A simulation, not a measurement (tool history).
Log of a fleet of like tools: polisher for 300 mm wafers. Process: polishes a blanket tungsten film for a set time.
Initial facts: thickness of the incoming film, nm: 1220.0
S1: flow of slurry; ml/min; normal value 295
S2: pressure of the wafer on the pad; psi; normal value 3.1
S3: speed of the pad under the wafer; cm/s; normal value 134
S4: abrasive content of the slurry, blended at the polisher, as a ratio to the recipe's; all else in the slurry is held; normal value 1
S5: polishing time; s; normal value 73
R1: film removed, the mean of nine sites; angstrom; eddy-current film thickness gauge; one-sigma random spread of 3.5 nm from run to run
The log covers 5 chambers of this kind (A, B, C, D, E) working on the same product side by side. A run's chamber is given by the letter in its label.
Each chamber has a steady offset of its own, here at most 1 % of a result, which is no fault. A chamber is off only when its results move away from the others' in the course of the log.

At day 0.121: chamber E: slurry tank refilled with fresh slurry and peroxide.
Run 1D, day 0.471: usual settings. Result: R1 3706.3 angstrom.
At day 0.638: chamber A: slurry tank refilled with fresh slurry and peroxide.
At day 0.767: chamber E: slurry blender recalibrated.
Run 2A, day 0.904: usual settings. Result: R1 3665.4 angstrom.
At day 0.958: chamber D: slurry tank refilled with fresh slurry and peroxide.
At day 1.012: chamber D: worn pad replaced by a new one.
At day 1.192: chamber B: worn pad replaced by a new one.
Run 3B, day 1.346: usual settings. Result: R1 3710.3 angstrom.
At day 1.546: chamber C: worn pad replaced by a new one.
Run 4E, day 1.858: usual settings. Result: R1 3781 angstrom.
Run 5C, day 2.108: usual settings. Result: R1 3664.7 angstrom.
Run 6A, day 2.479: usual settings but S1 235 ml/min. Result: R1 3721.1 angstrom.
At day 2.767: chamber E: slurry tank refilled with fresh slurry and peroxide.
Run 7B, day 2.775: usual settings but S1 235 ml/min. Result: R1 3620.4 angstrom.
At day 2.821: chamber E: worn pad replaced by a new one.
Run 8D, day 3.012: usual settings but S1 235 ml/min. Result: R1 3779.8 angstrom.
At day 3.067: chamber A: slurry nozzle cleaned.
At day 3.083: chamber C: slurry tank refilled with fresh slurry and peroxide.
At day 3.167: chamber B: slurry tank refilled with fresh slurry and peroxide.
Run 9C, day 3.275: usual settings but S1 235 ml/min. Result: R1 3649.7 angstrom.
Run 10E, day 3.679: usual settings but S1 235 ml/min. Result: R1 3620.8 angstrom.
At day 3.875: chamber B: worn pad replaced by a new one.
Run 11E, day 4.088: usual settings but S4 1.15, S5 81 s. Result: R1 4254.6 angstrom.
At day 4.446: chamber A: slurry tank refilled with fresh slurry and peroxide.
Run 12C, day 4.5: usual settings but S4 1.15, S5 81 s. Result: R1 4265 angstrom.
At day 4.621: chamber A: worn pad replaced by a new one.
At day 4.658: chamber D: worn pad replaced by a new one.
Run 13A, day 4.742: usual settings but S4 1.15, S5 81 s. Result: R1 4256.7 angstrom.
At day 4.958: chamber D: slurry tank refilled with fresh slurry and peroxide.
Run 14D, day 5.025: usual settings but S4 1.15, S5 81 s. Result: R1 4441.1 angstrom.
Run 15B, day 5.275: usual settings but S4 1.15, S5 81 s. Result: R1 4149.1 angstrom.
At day 5.562: chamber E: slurry tank refilled with fresh slurry and peroxide.
Run 16B, day 5.75: usual settings but S3 116 cm/s. Result: R1 3160.4 angstrom.
Run 17D, day 6.225: usual settings but S3 116 cm/s. Result: R1 3413.4 angstrom.
At day 6.446: chamber B: worn pad replaced by a new one.
Run 18A, day 6.529: usual settings but S3 116 cm/s. Result: R1 3209.4 angstrom.
At day 6.683: chamber C: head pressure recalibrated.
Run 19C, day 6.821: usual settings but S3 116 cm/s. Result: R1 3214.9 angstrom.
Run 20E, day 7.088: usual settings but S3 116 cm/s. Result: R1 3226.1 angstrom.
At day 7.146: chamber C: slurry tank refilled with fresh slurry and peroxide.
Run 21C, day 7.525: usual settings. Result: R1 3742.1 angstrom.
Run 22D, day 7.792: usual settings. Result: R1 3996.2 angstrom.
At day 7.925: chamber E: worn pad replaced by a new one.
At day 7.942: chamber B: slurry tank refilled with fresh slurry and peroxide.
At day 8.125: chamber C: worn pad replaced by a new one.
Run 23E, day 8.217: usual settings. Result: R1 3776.8 angstrom.
At day 8.388: chamber E: slurry nozzle cleaned.
At day 8.467: chamber A: slurry tank refilled with fresh slurry and peroxide.
At day 8.479: chamber E: slurry blender recalibrated.
Run 24A, day 8.592: usual settings but S1 400 ml/min, S4 1.25. Result: R1 4020.4 angstrom.
At day 8.692: chamber D: worn pad replaced by a new one.
At day 8.867: chamber E: slurry tank refilled with fresh slurry and peroxide.
Run 25B, day 9.029: usual settings but S1 400 ml/min, S4 1.25. Result: R1 3963 angstrom.
At day 9.2: chamber A: worn pad replaced by a new one.
At day 9.3: chamber B: worn pad replaced by a new one.
Run 26B, day 9.4: usual settings but S1 400 ml/min, S4 1.25. Result: R1 3955 angstrom.
At day 9.842: chamber D: slurry tank refilled with fresh slurry and peroxide.
Run 27D, day 9.875: usual settings but S1 400 ml/min, S4 1.25. Result: R1 4371.7 angstrom.
Run 28A, day 10.321: usual settings but S1 400 ml/min, S4 1.25. Result: R1 4003.5 angstrom.
Run 29C, day 10.733: usual settings but S1 330 ml/min, S2 2.4 psi. Result: R1 2893.1 angstrom.
Run 30E, day 11.221: usual settings but S1 330 ml/min, S2 2.4 psi. Result: R1 2937.4 angstrom.

All 5 chambers run these settings next. Forecast each chamber's results:
Run 31A, day 11.596: usual settings. Result: R1 ?.
Run 31B, day 11.596: usual settings. Result: R1 ?.
Run 31C, day 11.596: usual settings. Result: R1 ?.
Run 31D, day 11.596: usual settings. Result: R1 ?.
Run 31E, day 11.596: usual settings. Result: R1 ?.

run      R1
31A  3754.7
31B  3677.9
31C  3773.1
31D  4161.4
31E  3803.6
